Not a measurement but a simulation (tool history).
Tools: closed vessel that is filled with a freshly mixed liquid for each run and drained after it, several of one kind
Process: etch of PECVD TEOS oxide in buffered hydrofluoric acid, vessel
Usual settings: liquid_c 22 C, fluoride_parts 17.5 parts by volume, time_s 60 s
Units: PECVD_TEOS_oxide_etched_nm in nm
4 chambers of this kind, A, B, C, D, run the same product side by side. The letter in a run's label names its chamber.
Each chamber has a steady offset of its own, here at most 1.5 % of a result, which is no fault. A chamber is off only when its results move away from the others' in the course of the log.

| run | hour | liquid_c | fluoride_parts | time_s | read-back film thickness of the PECVD TEOS oxide reference wafer, read on the same gauge (nm) | PECVD_TEOS_oxide_etched_nm |
|---|---|---|---|---|---|---|
| 1C | 9 | 22 | 17.5 | 60 | 40.01 | 61.85 |
| 2A | 15.7 | 22 | 17.5 | 60 | 40.003 | 61.452 |
| 3D | 24.4 | 22 | 17.5 | 60 | 39.973 | 63.117 |
| 4B | 31 | 22 | 17.5 | 60 | 40.006 | 61.288 |
| 5A | 35.6 | 22 | 17.5 | 60 | 40.022 | 62.123 |
| 6C | 43.9 | 22 | 17.5 | 60 | 40.007 | 61.425 |
| 7B | 49 | 22 | 15 | 60 | 40.01 | 72.839 |
| 8D | 54.6 | 22 | 15 | 60 | 40.009 | 72.425 |
| 9D | 60 | 22 | 15 | 60 | 40.015 | 72.695 |
| 10A | 69.1 | 22 | 15 | 60 | 39.997 | 71.155 |
| 11B | 76.9 | 22 | 17.5 | 60 | 39.999 | 62.237 |
| 12C | 84.1 | 22 | 17.5 | 40 | 40.017 | 41.567 |
| 13A | 91.5 | 22 | 17.5 | 40 | 40.009 | 40.979 |
| 14C | 97.6 | 22 | 17.5 | 40 | 40.018 | 41.519 |
| 15D | 103.1 | 22 | 17.5 | 40 | 39.985 | 42.189 |
| 16B | 109.3 | 22 | 17.5 | 60 | 40.012 | 61.815 |
| 17A | 113.9 | 22 | 17.5 | 60 | 40.018 | 61.417 |
| 18B | 122.6 | 22 | 17.5 | 60 | 40 | 61.119 |
| 19D | 129.9 | 22 | 17.5 | 60 | 40.001 | 62.998 |
| 20C | 138.5 | 22 | 17.5 | 60 | 40.01 | 61.76 |
| 21B | 145.1 | 22 | 15.5 | 60 | 39.981 | 67.922 |
| 22A | 154.6 | 22 | 15.5 | 60 | 40.001 | 68.551 |
|  | 162 | chamber C: thermometer replaced |
| 23C | 164.5 | 22 | 15.5 | 60 | 39.998 | 69.903 |
| 24D | 170.7 | 22 | 15.5 | 60 | 40.004 | 71 |
| 25C | 180.2 | 18 | 17.5 | 80 | 39.979 | 66.256 |
| 26D | 184.6 | 18 | 17.5 | 80 | 40.011 | 67.527 |
| 27A | 193.9 | 18 | 17.5 | 80 | 39.988 | 66.091 |
| 28B | 202.4 | 18 | 17.5 | 80 | 40.009 | 63.602 |
| 29B | 208.6 | 22 | 17.5 | 60 | 40.022 | 59.905 |
| 30A | 215.3 | 22 | 17.5 | 60 | 39.994 | 61.304 |
|  | 219 | chamber C: hydrofluoric acid flow meter replaced |
| 31C | 221.7 | 22 | 13 | 60 | 40.01 | 84.27 |
| 32D | 231.2 | 22 | 13 | 60 | 39.995 | 82.949 |
| 33D | 239.9 | 22 | 13 | 60 | 40.003 | 82.921 |
| 34B | 248.1 | 22 | 13 | 60 | 39.996 | 78.461 |
| 35A | 257.2 | 22 | 17.5 | 60 | 39.99 | 61.388 |
| 36C | 266.1 | 22 | 17.5 | 60 | 39.993 | 62.698 |
| 37C | 274.3 | 22 | 17.5 | 60 | 39.999 | 61.911 |
| 38A | 284.2 | 22 | 17.5 | 60 | 40.01 | 61.278 |
| 39D | 293.7 | 22 | 17.5 | 60 | 40.018 | 62.128 |
| 40B | 301.7 | 22 | 17.5 | 60 | 39.998 | 58.089 |

What goes on in this fleet: one chamber off, a drifting gauge, or nothing beyond the chambers' own small offsets? Name the chamber and the cause, if any.

Chamber B drifts away from the others.
Cause: hydrofluoric acid flow below the setpoint (%) = 7.74.
The log may not tell that from: liquid colder than its thermometer reads (K).

Here are 4 candidates for chamber B's next run, each the usual settings with a change, their results left as question marks. Which one brings its results back in line with what the others give on the usual settings?
In line means no further than this from the other chambers' mean on the usual settings: PECVD_TEOS_oxide_etched_nm 1.6 nm
| 41B-1 | 308.8 | 22 | 18 | 60 |  | ? |
| 41B-2 | 308.8 | 21.5 | 18.5 | 60 |  | ? |
| 41B-3 | 308.8 | 22.5 | 16.5 | 60 |  | ? |
| 41B-4 | 308.8 | 22 | 17 | 60 |  | ? |

The other chambers' mean on the usual settings: PECVD_TEOS_oxide_etched_nm 62.191 nm
| run | PECVD_TEOS_oxide_etched_nm |
|---|---|
| 41B-1 | 55.808 |
| 41B-2 | 52.871 |
| 41B-3 | 62.527 |
| 41B-4 | 59.053 |
41B-3 brings the chamber back in line.

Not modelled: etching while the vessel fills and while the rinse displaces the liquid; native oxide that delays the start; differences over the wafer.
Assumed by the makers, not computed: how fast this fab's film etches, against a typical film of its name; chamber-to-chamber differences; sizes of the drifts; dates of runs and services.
